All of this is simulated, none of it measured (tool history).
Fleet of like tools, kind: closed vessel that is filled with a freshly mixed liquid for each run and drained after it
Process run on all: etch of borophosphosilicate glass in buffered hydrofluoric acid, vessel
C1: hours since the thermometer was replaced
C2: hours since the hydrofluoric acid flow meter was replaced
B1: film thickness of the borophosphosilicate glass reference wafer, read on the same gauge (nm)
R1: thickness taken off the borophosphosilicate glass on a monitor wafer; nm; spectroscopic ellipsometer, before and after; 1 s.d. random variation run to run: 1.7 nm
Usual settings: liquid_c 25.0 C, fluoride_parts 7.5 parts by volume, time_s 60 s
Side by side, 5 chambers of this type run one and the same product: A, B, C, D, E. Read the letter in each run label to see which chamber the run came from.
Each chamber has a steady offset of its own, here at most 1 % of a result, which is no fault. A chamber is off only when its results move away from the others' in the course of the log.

Run 1D, hour 4.6: usual settings; C1 1551.6; C2 54.8; B1 79.979. Result: R1 252.01 nm.
Run 2C, hour 10.6: usual settings; C1 1423.4; C2 660.4; B1 79.920. Result: R1 251.97 nm.
Run 3E, hour 18.3: usual settings; C1 1132.3; C2 46.5; B1 80.017. Result: R1 253.68 nm.
Run 4B, hour 24.3: usual settings; C1 785.8; C2 1125.3; B1 80.026. Result: R1 251.95 nm.
Run 5A, hour 30.2: usual settings; C1 1118.8; C2 1068.5; B1 80.002. Result: R1 252.04 nm.
Run 6A, hour 36.7: usual settings but liquid_c 28.0 C, fluoride_parts 10.5 parts by volume; C1 1125.3; C2 1075.0; B1 80.014. Result: R1 214.33 nm.
Run 7E, hour 44.5: usual settings but liquid_c 28.0 C, fluoride_parts 10.5 parts by volume; C1 1158.5; C2 72.7; B1 79.992. Result: R1 214.89 nm.
Run 8B, hour 48.1: usual settings but liquid_c 28.0 C, fluoride_parts 10.5 parts by volume; C1 809.6; C2 1149.1; B1 79.988. Result: R1 218.62 nm.
At hour 51.9: chamber D: thermometer replaced.
Run 9D, hour 53.3: usual settings but liquid_c 28.0 C, fluoride_parts 10.5 parts by volume; C1 1.4; C2 103.5; B1 79.982. Result: R1 219.01 nm.
Run 10C, hour 58.5: usual settings but liquid_c 28.0 C, fluoride_parts 10.5 parts by volume; C1 1471.3; C2 708.3; B1 79.994. Result: R1 215.03 nm.
Run 11B, hour 64.1: usual settings but liquid_c 23.0 C, fluoride_parts 5.0 parts by volume; C1 825.6; C2 1165.1; B1 79.964. Result: R1 329.56 nm.
Run 12E, hour 72.2: usual settings but liquid_c 23.0 C, fluoride_parts 5.0 parts by volume; C1 1186.2; C2 100.4; B1 79.970. Result: R1 336.15 nm.
Run 13D, hour 78.5: usual settings but liquid_c 23.0 C, fluoride_parts 5.0 parts by volume; C1 26.6; C2 128.7; B1 79.977. Result: R1 327.88 nm.
Run 14A, hour 85.3: usual settings but liquid_c 23.0 C, fluoride_parts 5.0 parts by volume; C1 1173.9; C2 1123.6; B1 80.013. Result: R1 325.05 nm.
At hour 85.4: chamber E: thermometer replaced.
Run 15C, hour 92.2: usual settings but liquid_c 23.0 C, fluoride_parts 5.0 parts by volume; C1 1505.0; C2 742.0; B1 80.004. Result: R1 335.28 nm.
Run 16C, hour 100.0: usual settings; C1 1512.8; C2 749.8; B1 79.978. Result: R1 254.24 nm.
Run 17D, hour 105.8: usual settings; C1 53.9; C2 156.0; B1 80.018. Result: R1 253.19 nm.
Run 18A, hour 110.7: usual settings; C1 1199.3; C2 1149.0; B1 80.016. Result: R1 247.55 nm.
Run 19B, hour 115.8: usual settings; C1 877.3; C2 1216.8; B1 80.006. Result: R1 252.61 nm.
Run 20E, hour 123.4: usual settings; C1 38.0; C2 151.6; B1 80.011. Result: R1 252.96 nm.
Run 21D, hour 129.1: usual settings; C1 77.2; C2 179.3; B1 79.982. Result: R1 253.89 nm.
Run 22C, hour 135.0: usual settings but fluoride_parts 8.5 parts by volume; C1 1547.8; C2 784.8; B1 79.969. Result: R1 220.89 nm.
Run 23E, hour 141.6: usual settings but fluoride_parts 8.5 parts by volume; C1 56.2; C2 169.8; B1 80.011. Result: R1 222.96 nm.
At hour 141.8: chamber A: hydrofluoric acid flow meter replaced.
Run 24B, hour 148.5: usual settings but fluoride_parts 8.5 parts by volume; C1 910.0; C2 1249.5; B1 80.011. Result: R1 222.87 nm.
Run 25A, hour 154.7: usual settings but fluoride_parts 8.5 parts by volume; C1 1243.3; C2 13.0; B1 80.011. Result: R1 212.96 nm.
Run 26D, hour 159.1: usual settings but fluoride_parts 8.5 parts by volume; C1 107.2; C2 209.3; B1 80.022. Result: R1 224.21 nm.
Run 27B, hour 164.1: usual settings; C1 925.6; C2 1265.1; B1 79.990. Result: R1 251.93 nm.
Run 28E, hour 169.9: usual settings; C1 84.5; C2 198.1; B1 80.028. Result: R1 255.39 nm.
Run 29A, hour 176.6: usual settings; C1 1265.2; C2 34.9; B1 79.932. Result: R1 244.89 nm.
Run 30C, hour 182.9: usual settings; C1 1595.7; C2 832.7; B1 80.022. Result: R1 252.14 nm.
Run 31A, hour 189.2: usual settings; C1 1277.8; C2 47.5; B1 80.017. Result: R1 244.81 nm.
Run 32B, hour 193.3: usual settings; C1 954.8; C2 1294.3; B1 79.969. Result: R1 254.81 nm.

Next, every chamber runs the same settings. What will each give?
Run 33A, hour 199.2: usual settings but liquid_c 29.5 C. Result: R1 ?.
Run 33B, hour 199.2: usual settings but liquid_c 29.5 C. Result: R1 ?.
Run 33C, hour 199.2: usual settings but liquid_c 29.5 C. Result: R1 ?.
Run 33D, hour 199.2: usual settings but liquid_c 29.5 C. Result: R1 ?.
Run 33E, hour 199.2: usual settings but liquid_c 29.5 C. Result: R1 ?.

run      R1
33A  309.93
33B  321.82
33C  323.87
33D  322.88
33E  324.99
